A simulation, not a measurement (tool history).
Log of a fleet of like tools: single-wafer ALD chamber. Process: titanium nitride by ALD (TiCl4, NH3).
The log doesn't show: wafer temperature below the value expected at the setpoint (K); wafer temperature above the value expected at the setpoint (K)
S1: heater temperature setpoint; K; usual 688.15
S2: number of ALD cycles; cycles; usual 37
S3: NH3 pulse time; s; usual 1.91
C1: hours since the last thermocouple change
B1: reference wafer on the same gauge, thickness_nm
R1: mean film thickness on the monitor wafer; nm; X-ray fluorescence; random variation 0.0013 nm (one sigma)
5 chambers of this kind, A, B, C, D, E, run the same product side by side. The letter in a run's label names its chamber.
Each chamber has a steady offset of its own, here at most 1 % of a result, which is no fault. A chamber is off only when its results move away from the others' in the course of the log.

run   hour      S1  S2    S3      C1       B1       R1
 1E    4.4  688.15  37  1.91  2331.6  0.66676  0.82216
 2C     11  688.15  37  1.91   853.5  0.66692  0.82569
 3A     16  688.15  37  1.91  2025.5  0.66685  0.82206
 4D   22.4  688.15  37  1.91  1468.8  0.66674  0.82002
 5B   26.9  688.15  37  1.91  1321.6  0.66653  0.81495
 6D   31.6  688.15  37  1.91    1478  0.66647  0.81879
 7E   37.3  694.15  37  1.91  2364.5   0.6661  0.82417
 8B   40.2  694.15  37  1.91  1334.9  0.66632  0.81714
      41.3  -- chamber A: thermocouple changed; heater temperature recalibrated
 9C   43.8  694.15  37  1.91   886.3  0.66615  0.82559
10A   47.4  694.15  37  1.91     6.2   0.6661  0.82633
11B   51.2  694.15  37  1.91  1345.9    0.666  0.81427
12A   55.3  688.15  37  1.91    14.1  0.66569  0.82437
13C   61.8  694.15  37  1.91   904.3  0.66564  0.82581
14D     68  694.15  37  1.91  1514.4  0.66568  0.82059
15E   72.1  694.15  37  1.91  2399.3  0.66535  0.82601
16A   76.4  694.15  37  1.91    35.2  0.66544  0.82571
17B   80.6  694.15  37  1.91  1375.3  0.66516  0.81356
18D   85.4  688.15  37  1.91  1531.8  0.66512  0.81569
19C     90  678.15  37  2.15   932.5  0.66515  0.82082
20E   95.1  678.15  37  2.15  2422.3  0.66523  0.82284
21A  100.6  678.15  37  2.15    59.4  0.66491  0.82402
     101.1  -- chamber E: thermocouple changed; heater temperature recalibrated
22B  105.4  678.15  37  2.15  1400.1  0.66489  0.81428
23C  108.9  678.15  37  2.15   951.4  0.66505  0.82427
24E  113.7  675.15  37  1.32    12.6  0.66473   0.8013
25D  116.9  675.15  37  1.32  1563.3  0.66451  0.79962
26C  120.5  675.15  37  1.32     963  0.66456  0.80531
27D  126.6  675.15  37  1.32    1573  0.66435  0.79928
28E  130.1  675.15  37  1.32      29  0.66427  0.80178
29B  134.4  700.15  37  1.91  1429.1  0.66437  0.81514
30A  139.8  700.15  37  1.91    98.6  0.66402  0.82629
31C    144  700.15  37  1.91   986.5  0.66394  0.82662
32B  148.1  700.15  37  1.91  1442.8  0.66363  0.81493
33D  154.6  700.15  37  1.91    1601  0.66349  0.81744
34E    161  688.15  37  1.91    59.9  0.66359  0.81772
35A  165.1  688.15  37  2.37   123.9  0.66339  0.82895
     166.9  -- chamber B: thermocouple changed; heater temperature recalibrated
36D  171.4  688.15  37  2.37  1617.8   0.6633  0.82065
37A  174.5  688.15  37  2.37   133.3  0.66334  0.82457
38E  177.8  688.15  37  2.37    76.7  0.66324  0.82296
39B  181.7  688.15  37  2.37    14.8  0.66325  0.81412
40C  186.2  688.15  37  1.91  1028.7  0.66324  0.82168
41E    191  688.15  37  1.91    89.9   0.6628  0.81854
42B  195.6  688.15  37  1.91    28.7  0.66272  0.80699
43A  201.1  688.15  37  1.91   159.9  0.66284  0.82257
44C  204.6  688.15  37  1.91  1047.1  0.66273  0.81846

All 5 chambers run these settings next. Forecast each chamber's results:
45A  209.4  688.15  37  1.91           ?
45B  209.4  688.15  37  1.91           ?
45C  209.4  688.15  37  1.91           ?
45D  209.4  688.15  37  1.91           ?
45E  209.4  688.15  37  1.91           ?

run       R1
45A  0.82241
45B  0.80999
45C  0.81801
45D  0.81315
45E  0.81705
